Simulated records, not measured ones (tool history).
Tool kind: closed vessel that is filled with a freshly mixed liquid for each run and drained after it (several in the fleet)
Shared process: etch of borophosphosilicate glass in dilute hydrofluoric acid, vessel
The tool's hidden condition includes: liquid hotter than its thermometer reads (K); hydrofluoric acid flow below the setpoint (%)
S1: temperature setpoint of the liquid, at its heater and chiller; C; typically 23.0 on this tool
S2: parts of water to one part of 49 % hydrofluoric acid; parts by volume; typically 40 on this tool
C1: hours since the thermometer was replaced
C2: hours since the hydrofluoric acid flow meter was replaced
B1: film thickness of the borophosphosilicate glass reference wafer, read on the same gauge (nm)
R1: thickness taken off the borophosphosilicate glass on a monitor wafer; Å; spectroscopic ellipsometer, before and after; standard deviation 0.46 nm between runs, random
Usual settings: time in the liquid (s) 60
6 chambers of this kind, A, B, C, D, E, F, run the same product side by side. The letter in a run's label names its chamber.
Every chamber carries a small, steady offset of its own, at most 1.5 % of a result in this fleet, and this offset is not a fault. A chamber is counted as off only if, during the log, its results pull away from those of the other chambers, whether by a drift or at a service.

run 1E hour=4.0 | S1=23.0 S2=40 time_in_the_liquid_(s)=60 | C1=122.7 C2=979.1 | B1=100.030 | R1=511.10
run 2C hour=9.4 | S1=23.0 S2=40 time_in_the_liquid_(s)=60 | C1=1228.8 C2=708.8 | B1=100.000 | R1=512.74
run 3A hour=16.3 | S1=23.0 S2=40 time_in_the_liquid_(s)=60 | C1=816.1 C2=930.1 | B1=100.010 | R1=517.02
run 4D hour=24.5 | S1=23.0 S2=40 time_in_the_liquid_(s)=60 | C1=2112.4 C2=432.4 | B1=99.980 | R1=511.23
run 5B hour=28.2 | S1=23.0 S2=40 time_in_the_liquid_(s)=60 | C1=397.1 C2=429.9 | B1=100.010 | R1=510.58
run 6F hour=35.0 | S1=23.0 S2=40 time_in_the_liquid_(s)=60 | C1=1739.8 C2=697.5 | B1=99.970 | R1=507.46
-- hour=41.9 chamber A: thermometer replaced
run 7B hour=42.1 | S1=23.0 S2=40 time_in_the_liquid_(s)=60 | C1=411.0 C2=443.8 | B1=99.990 | R1=510.86
run 8F hour=46.9 | S1=23.0 S2=40 time_in_the_liquid_(s)=60 | C1=1751.7 C2=709.4 | B1=99.957 | R1=509.19
run 9D hour=54.0 | S1=23.0 S2=40 time_in_the_liquid_(s)=60 | C1=2141.9 C2=461.9 | B1=99.977 | R1=516.08
run 10A hour=58.6 | S1=23.0 S2=40 time_in_the_liquid_(s)=60 | C1=16.8 C2=972.4 | B1=99.977 | R1=512.30
run 11C hour=66.2 | S1=23.0 S2=40 time_in_the_liquid_(s)=60 | C1=1285.6 C2=765.6 | B1=100.030 | R1=515.65
run 12E hour=69.8 | S1=23.0 S2=40 time_in_the_liquid_(s)=60 | C1=188.5 C2=1044.9 | B1=99.993 | R1=506.89
run 13F hour=76.3 | S1=23.0 S2=40 time_in_the_liquid_(s)=60 | C1=1781.1 C2=738.8 | B1=100.020 | R1=505.59
run 14B hour=82.1 | S1=23.0 S2=40 time_in_the_liquid_(s)=60 | C1=451.0 C2=483.8 | B1=100.030 | R1=504.29
run 15E hour=85.7 | S1=25.5 S2=40 time_in_the_liquid_(s)=60 | C1=204.4 C2=1060.8 | B1=100.030 | R1=567.01
run 16D hour=93.2 | S1=25.5 S2=40 time_in_the_liquid_(s)=60 | C1=2181.1 C2=501.1 | B1=99.968 | R1=566.35
run 17A hour=100.7 | S1=25.5 S2=40 time_in_the_liquid_(s)=60 | C1=58.9 C2=1014.5 | B1=99.975 | R1=566.15
run 18C hour=105.8 | S1=25.5 S2=40 time_in_the_liquid_(s)=60 | C1=1325.2 C2=805.2 | B1=100.030 | R1=570.63
run 19D hour=111.1 | S1=25.5 S2=40 time_in_the_liquid_(s)=60 | C1=2199.0 C2=519.0 | B1=99.993 | R1=575.97
run 20F hour=115.3 | S1=25.5 S2=40 time_in_the_liquid_(s)=60 | C1=1820.1 C2=777.8 | B1=99.997 | R1=560.30
run 21E hour=123.4 | S1=23.0 S2=40 time_in_the_liquid_(s)=60 | C1=242.1 C2=1098.5 | B1=100.010 | R1=505.99
run 22B hour=129.2 | S1=23.0 S2=40 time_in_the_liquid_(s)=60 | C1=498.1 C2=530.9 | B1=100.020 | R1=504.82
run 23A hour=134.9 | S1=23.0 S2=40 time_in_the_liquid_(s)=60 | C1=93.1 C2=1048.7 | B1=99.993 | R1=512.10
run 24C hour=138.5 | S1=23.0 S2=40 time_in_the_liquid_(s)=60 | C1=1357.9 C2=837.9 | B1=99.990 | R1=524.38
run 25F hour=142.7 | S1=23.0 S2=40 time_in_the_liquid_(s)=60 | C1=1847.5 C2=805.2 | B1=99.968 | R1=513.04
-- hour=145.2 chamber F: hydrofluoric acid flow meter replaced
run 26B hour=148.0 | S1=23.0 S2=40 time_in_the_liquid_(s)=60 | C1=516.9 C2=549.7 | B1=100.000 | R1=506.55
run 27D hour=152.5 | S1=23.0 S2=40 time_in_the_liquid_(s)=85 | C1=2240.4 C2=560.4 | B1=99.982 | R1=728.02
run 28A hour=158.7 | S1=23.0 S2=40 time_in_the_liquid_(s)=85 | C1=116.9 C2=1072.5 | B1=100.010 | R1=710.21
run 29C hour=163.4 | S1=23.0 S2=40 time_in_the_liquid_(s)=85 | C1=1382.8 C2=862.8 | B1=99.983 | R1=733.51
run 30E hour=171.7 | S1=23.0 S2=40 time_in_the_liquid_(s)=85 | C1=290.4 C2=1146.8 | B1=100.000 | R1=682.04
run 31B hour=176.9 | S1=23.0 S2=40 time_in_the_liquid_(s)=85 | C1=545.8 C2=578.6 | B1=99.960 | R1=720.80
run 32C hour=182.4 | S1=23.0 S2=40 time_in_the_liquid_(s)=85 | C1=1401.8 C2=881.8 | B1=100.020 | R1=731.84
run 33E hour=187.8 | S1=23.0 S2=40 time_in_the_liquid_(s)=60 | C1=306.5 C2=1162.9 | B1=100.010 | R1=476.88
-- hour=189.4 chamber B: hydrofluoric acid flow meter replaced
run 34A hour=193.9 | S1=23.0 S2=40 time_in_the_liquid_(s)=60 | C1=152.1 C2=1107.7 | B1=99.958 | R1=504.16
run 35F hour=198.0 | S1=23.0 S2=40 time_in_the_liquid_(s)=60 | C1=1902.8 C2=52.8 | B1=99.999 | R1=509.60
-- hour=198.1 chamber F: thermometer replaced
run 36D hour=202.1 | S1=23.0 S2=40 time_in_the_liquid_(s)=60 | C1=2290.0 C2=610.0 | B1=100.000 | R1=507.01
run 37D hour=208.1 | S1=23.0 S2=40 time_in_the_liquid_(s)=60 | C1=2296.0 C2=616.0 | B1=100.010 | R1=510.34
run 38A hour=215.2 | S1=23.0 S2=40 time_in_the_liquid_(s)=60 | C1=173.4 C2=1129.0 | B1=100.030 | R1=515.41
run 39F hour=221.8 | S1=23.0 S2=40 time_in_the_liquid_(s)=60 | C1=23.7 C2=76.6 | B1=99.993 | R1=515.20
run 40E hour=225.4 | S1=23.0 S2=40 time_in_the_liquid_(s)=60 | C1=344.1 C2=1200.5 | B1=99.991 | R1=472.02
run 41B hour=231.1 | S1=23.0 S2=40 time_in_the_liquid_(s)=60 | C1=600.0 C2=41.8 | B1=99.975 | R1=507.32

Decide between three cases: one chamber stands off from its peers, the gauge reading all wafers drifts, or nothing is wrong past each chamber's small offset. Where a chamber is off, say which and what most likely put it there.

One chamber, E, drifts off from the rest bit by bit.
Most likely cause: hydrofluoric acid flow below the setpoint (%) = 8.36.
With only this log, it may be confused with: liquid colder than its thermometer reads (K).

Here are 4 candidates for chamber E's next run, each the usual settings with a change, their results left as question marks. Which one brings its results back in line with what the others give on the usual settings?
Maximum distance from the other chambers' mean on the usual settings for a result to count as in line: R1 16.00 Å
run 42E-1 hour=237.1 | S1=19.5 S2=40 time_in_the_liquid_(s)=60 | R1=?
run 42E-2 hour=237.1 | S1=23.5 S2=40 time_in_the_liquid_(s)=65 | R1=?
run 42E-3 hour=237.1 | S1=23.0 S2=40 time_in_the_liquid_(s)=70 | R1=?
run 42E-4 hour=237.1 | S1=23.0 S2=40 time_in_the_liquid_(s)=55 | R1=?

Mean of the other chambers on the usual settings: R1 513.07 Å
run=42E-1 R1=405.09
run=42E-2 R1=519.72
run=42E-3 R1=548.17
run=42E-4 R1=430.71
42E-2 puts the chamber back in line with the other chambers.
